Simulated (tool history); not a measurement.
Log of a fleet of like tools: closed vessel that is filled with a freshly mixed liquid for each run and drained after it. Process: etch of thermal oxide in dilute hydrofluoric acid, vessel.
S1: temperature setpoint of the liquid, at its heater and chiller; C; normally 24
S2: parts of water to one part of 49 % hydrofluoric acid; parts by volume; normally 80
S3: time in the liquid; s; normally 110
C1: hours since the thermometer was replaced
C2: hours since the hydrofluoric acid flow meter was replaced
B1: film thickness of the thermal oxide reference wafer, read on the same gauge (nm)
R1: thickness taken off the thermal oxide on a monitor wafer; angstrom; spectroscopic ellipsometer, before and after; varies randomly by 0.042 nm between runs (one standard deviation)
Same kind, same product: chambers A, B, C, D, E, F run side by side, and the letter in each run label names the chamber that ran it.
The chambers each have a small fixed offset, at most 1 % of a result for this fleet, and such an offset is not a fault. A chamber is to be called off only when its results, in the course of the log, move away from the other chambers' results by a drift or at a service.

| run | hour | S1 | S2 | S3 | C1 | C2 | B1 | R1 |
|---|---|---|---|---|---|---|---|---|
|  | 1.7 | chamber E: hydrofluoric acid flow meter replaced |
| 1D | 9.3 | 24 | 80 | 110 | 1060.6 | 863.9 | 119.99 | 68.62 |
| 2E | 16.1 | 24 | 80 | 110 | 1906.6 | 14.5 | 119.99 | 66.534 |
| 3B | 24.6 | 24 | 80 | 110 | 631.2 | 93.4 | 119.97 | 68.786 |
| 4F | 34 | 24 | 80 | 110 | 1315.1 | 930.5 | 119.99 | 68.12 |
| 5A | 44.4 | 24 | 80 | 110 | 917.5 | 742.7 | 119.98 | 67.949 |
|  | 47.3 | chamber D: thermometer replaced |
| 6C | 54.2 | 24 | 80 | 110 | 405.6 | 426.1 | 119.98 | 68.648 |
| 7C | 59.5 | 24 | 80 | 110 | 410.9 | 431.4 | 119.97 | 67.869 |
| 8A | 66.2 | 24 | 80 | 110 | 939.3 | 764.5 | 120.01 | 67.086 |
|  | 68.8 | chamber D: hydrofluoric acid flow meter replaced |
| 9E | 71.9 | 24 | 80 | 110 | 1962.4 | 70.3 | 120 | 67.117 |
| 10B | 80.6 | 24 | 80 | 110 | 687.2 | 149.4 | 120.05 | 68.048 |
| 11F | 85.8 | 24 | 80 | 110 | 1366.9 | 982.3 | 120.02 | 67.547 |
| 12D | 94.1 | 24 | 80 | 110 | 46.8 | 25.4 | 119.96 | 69.13 |
| 13E | 99.9 | 24 | 80 | 110 | 1990.4 | 98.3 | 120.02 | 67.176 |
| 14B | 107.7 | 24 | 80 | 110 | 714.3 | 176.5 | 119.97 | 68.804 |
| 15D | 115.4 | 24 | 80 | 50 | 68.1 | 46.7 | 120.01 | 30.977 |
| 16A | 121.9 | 24 | 80 | 50 | 995 | 820.2 | 119.99 | 30.817 |
| 17C | 133.3 | 24 | 80 | 50 | 484.7 | 505.2 | 120.01 | 30.524 |
| 18F | 144.5 | 24 | 80 | 50 | 1425.6 | 1041 | 120.03 | 30.426 |
| 19A | 150.5 | 24 | 80 | 50 | 1023.6 | 848.8 | 119.99 | 30.749 |
| 20C | 157.3 | 24 | 80 | 50 | 508.7 | 529.2 | 119.98 | 30.288 |
| 21B | 163.8 | 24 | 80 | 110 | 770.4 | 232.6 | 120.04 | 68.257 |
| 22E | 172.8 | 24 | 80 | 110 | 2063.3 | 171.2 | 120.02 | 67.333 |
| 23D | 178.7 | 24 | 80 | 110 | 131.4 | 110 | 119.99 | 67.591 |
| 24F | 185.2 | 24 | 80 | 110 | 1466.3 | 1081.7 | 120.01 | 67.818 |
| 25A | 196.5 | 24 | 80 | 110 | 1069.6 | 894.8 | 120 | 67.922 |
| 26D | 208.1 | 24 | 80 | 110 | 160.8 | 139.4 | 119.98 | 67.567 |
| 27C | 218.1 | 24 | 80 | 110 | 569.5 | 590 | 120 | 64.753 |
| 28F | 229.1 | 24 | 80 | 110 | 1510.2 | 1125.6 | 120.01 | 67.664 |
| 29B | 239.5 | 24 | 80 | 110 | 846.1 | 308.3 | 120.02 | 67.772 |
| 30E | 248.9 | 24 | 80 | 110 | 2139.4 | 247.3 | 120.04 | 66.461 |
| 31F | 254.2 | 24 | 80 | 110 | 1535.3 | 1150.7 | 120.03 | 67.508 |
| 32D | 261.3 | 24 | 80 | 110 | 214 | 192.6 | 120.03 | 68.49 |
| 33E | 267.8 | 24 | 80 | 110 | 2158.3 | 266.2 | 120.02 | 67.806 |
| 34B | 275.5 | 24 | 80 | 110 | 882.1 | 344.3 | 120.04 | 68.844 |
| 35C | 285.5 | 24 | 80 | 110 | 636.9 | 657.4 | 120 | 63.947 |
| 36A | 294.5 | 24 | 80 | 110 | 1167.6 | 992.8 | 119.99 | 67.697 |
| 37E | 301.3 | 24 | 80 | 110 | 2191.8 | 299.7 | 120.03 | 67.031 |
| 38A | 309.6 | 24 | 80 | 110 | 1182.7 | 1007.9 | 120.01 | 67.678 |

Each of the 6 chambers runs these same settings next. Fill in every chamber's results:
| 39A | 318 | 24 | 80 | 110 |  |  |  | ? |
| 39B | 318 | 24 | 80 | 110 |  |  |  | ? |
| 39C | 318 | 24 | 80 | 110 |  |  |  | ? |
| 39D | 318 | 24 | 80 | 110 |  |  |  | ? |
| 39E | 318 | 24 | 80 | 110 |  |  |  | ? |
| 39F | 318 | 24 | 80 | 110 |  |  |  | ? |

| run | R1 |
|---|---|
| 39A | 67.563 |
| 39B | 68.434 |
| 39C | 62.956 |
| 39D | 68.064 |
| 39E | 66.992 |
| 39F | 67.701 |

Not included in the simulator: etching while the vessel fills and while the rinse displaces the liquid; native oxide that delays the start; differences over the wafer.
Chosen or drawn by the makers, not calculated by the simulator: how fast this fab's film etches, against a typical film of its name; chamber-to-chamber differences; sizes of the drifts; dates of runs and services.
